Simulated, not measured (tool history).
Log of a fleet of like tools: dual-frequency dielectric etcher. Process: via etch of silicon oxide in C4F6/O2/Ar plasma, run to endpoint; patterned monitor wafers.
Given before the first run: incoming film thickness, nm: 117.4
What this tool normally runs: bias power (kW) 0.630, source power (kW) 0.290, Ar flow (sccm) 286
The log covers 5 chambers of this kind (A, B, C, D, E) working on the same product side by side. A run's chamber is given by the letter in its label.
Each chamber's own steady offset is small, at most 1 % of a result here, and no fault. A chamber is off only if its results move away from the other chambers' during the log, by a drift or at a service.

run 1A hour=10.0 | bias_power_(kW)=0.630 source_power_(kW)=0.290 Ar_flow_(sccm)=286 | endpoint_time_(s)=26.609
run 2D hour=19.0 | bias_power_(kW)=0.630 source_power_(kW)=0.290 Ar_flow_(sccm)=286 | endpoint_time_(s)=26.809
run 3C hour=23.8 | bias_power_(kW)=0.630 source_power_(kW)=0.290 Ar_flow_(sccm)=286 | endpoint_time_(s)=26.345
run 4E hour=29.0 | bias_power_(kW)=0.630 source_power_(kW)=0.290 Ar_flow_(sccm)=286 | endpoint_time_(s)=26.325
-- hour=34.1 chamber C: wet clean of the chamber
run 5B hour=34.4 | bias_power_(kW)=0.630 source_power_(kW)=0.290 Ar_flow_(sccm)=286 | endpoint_time_(s)=26.502
run 6B hour=43.0 | bias_power_(kW)=0.630 source_power_(kW)=0.290 Ar_flow_(sccm)=286 | endpoint_time_(s)=26.414
run 7A hour=51.9 | bias_power_(kW)=0.630 source_power_(kW)=0.290 Ar_flow_(sccm)=286 | endpoint_time_(s)=26.507
run 8E hour=58.3 | bias_power_(kW)=0.630 source_power_(kW)=0.290 Ar_flow_(sccm)=286 | endpoint_time_(s)=26.313
run 9D hour=64.6 | bias_power_(kW)=0.630 source_power_(kW)=0.290 Ar_flow_(sccm)=286 | endpoint_time_(s)=26.649
run 10C hour=74.6 | bias_power_(kW)=0.630 source_power_(kW)=0.290 Ar_flow_(sccm)=286 | endpoint_time_(s)=26.366
-- hour=75.3 chamber D: wet clean of the chamber
-- hour=81.0 chamber C: bias power generator calibrated
run 11B hour=83.7 | bias_power_(kW)=0.630 source_power_(kW)=0.290 Ar_flow_(sccm)=334 | endpoint_time_(s)=26.985
run 12D hour=90.1 | bias_power_(kW)=0.630 source_power_(kW)=0.290 Ar_flow_(sccm)=334 | endpoint_time_(s)=27.651
run 13C hour=99.9 | bias_power_(kW)=0.630 source_power_(kW)=0.290 Ar_flow_(sccm)=334 | endpoint_time_(s)=26.791
run 14A hour=109.8 | bias_power_(kW)=0.630 source_power_(kW)=0.290 Ar_flow_(sccm)=334 | endpoint_time_(s)=27.053
run 15E hour=119.7 | bias_power_(kW)=0.630 source_power_(kW)=0.290 Ar_flow_(sccm)=334 | endpoint_time_(s)=26.802
run 16D hour=127.7 | bias_power_(kW)=0.630 source_power_(kW)=0.290 Ar_flow_(sccm)=286 | endpoint_time_(s)=27.016
run 17B hour=132.6 | bias_power_(kW)=0.630 source_power_(kW)=0.290 Ar_flow_(sccm)=286 | endpoint_time_(s)=26.650
-- hour=139.8 chamber D: bias power generator calibrated
run 18E hour=142.5 | bias_power_(kW)=0.630 source_power_(kW)=0.290 Ar_flow_(sccm)=286 | endpoint_time_(s)=26.353
run 19C hour=150.8 | bias_power_(kW)=0.630 source_power_(kW)=0.290 Ar_flow_(sccm)=286 | endpoint_time_(s)=26.451
run 20A hour=158.5 | bias_power_(kW)=0.630 source_power_(kW)=0.290 Ar_flow_(sccm)=286 | endpoint_time_(s)=26.495
run 21E hour=166.1 | bias_power_(kW)=0.630 source_power_(kW)=0.290 Ar_flow_(sccm)=286 | endpoint_time_(s)=26.387
run 22A hour=171.7 | bias_power_(kW)=0.630 source_power_(kW)=0.290 Ar_flow_(sccm)=286 | endpoint_time_(s)=26.484
run 23B hour=179.7 | bias_power_(kW)=0.548 source_power_(kW)=0.290 Ar_flow_(sccm)=286 | endpoint_time_(s)=27.852
run 24D hour=188.6 | bias_power_(kW)=0.548 source_power_(kW)=0.290 Ar_flow_(sccm)=286 | endpoint_time_(s)=28.555
run 25C hour=198.1 | bias_power_(kW)=0.548 source_power_(kW)=0.290 Ar_flow_(sccm)=286 | endpoint_time_(s)=27.950
run 26A hour=202.6 | bias_power_(kW)=0.548 source_power_(kW)=0.290 Ar_flow_(sccm)=286 | endpoint_time_(s)=28.144
run 27D hour=207.2 | bias_power_(kW)=0.548 source_power_(kW)=0.290 Ar_flow_(sccm)=286 | endpoint_time_(s)=28.691
run 28C hour=216.1 | bias_power_(kW)=0.630 source_power_(kW)=0.290 Ar_flow_(sccm)=286 | endpoint_time_(s)=26.536
run 29E hour=220.8 | bias_power_(kW)=0.630 source_power_(kW)=0.290 Ar_flow_(sccm)=286 | endpoint_time_(s)=26.227
run 30B hour=226.8 | bias_power_(kW)=0.770 source_power_(kW)=0.290 Ar_flow_(sccm)=286 | endpoint_time_(s)=24.693
run 31B hour=231.9 | bias_power_(kW)=0.770 source_power_(kW)=0.290 Ar_flow_(sccm)=286 | endpoint_time_(s)=24.486

The same settings go to every chamber for the next run, one line per chamber below. Forecast the results for each:
run 32A hour=239.1 | bias_power_(kW)=0.630 source_power_(kW)=0.290 Ar_flow_(sccm)=286 | endpoint_time_(s)=?
run 32B hour=239.1 | bias_power_(kW)=0.630 source_power_(kW)=0.290 Ar_flow_(sccm)=286 | endpoint_time_(s)=?
run 32C hour=239.1 | bias_power_(kW)=0.630 source_power_(kW)=0.290 Ar_flow_(sccm)=286 | endpoint_time_(s)=?
run 32D hour=239.1 | bias_power_(kW)=0.630 source_power_(kW)=0.290 Ar_flow_(sccm)=286 | endpoint_time_(s)=?
run 32E hour=239.1 | bias_power_(kW)=0.630 source_power_(kW)=0.290 Ar_flow_(sccm)=286 | endpoint_time_(s)=?

run=32A endpoint_time_(s)=26.643
run=32B endpoint_time_(s)=26.648
run=32C endpoint_time_(s)=26.560
run=32D endpoint_time_(s)=27.070
run=32E endpoint_time_(s)=26.329

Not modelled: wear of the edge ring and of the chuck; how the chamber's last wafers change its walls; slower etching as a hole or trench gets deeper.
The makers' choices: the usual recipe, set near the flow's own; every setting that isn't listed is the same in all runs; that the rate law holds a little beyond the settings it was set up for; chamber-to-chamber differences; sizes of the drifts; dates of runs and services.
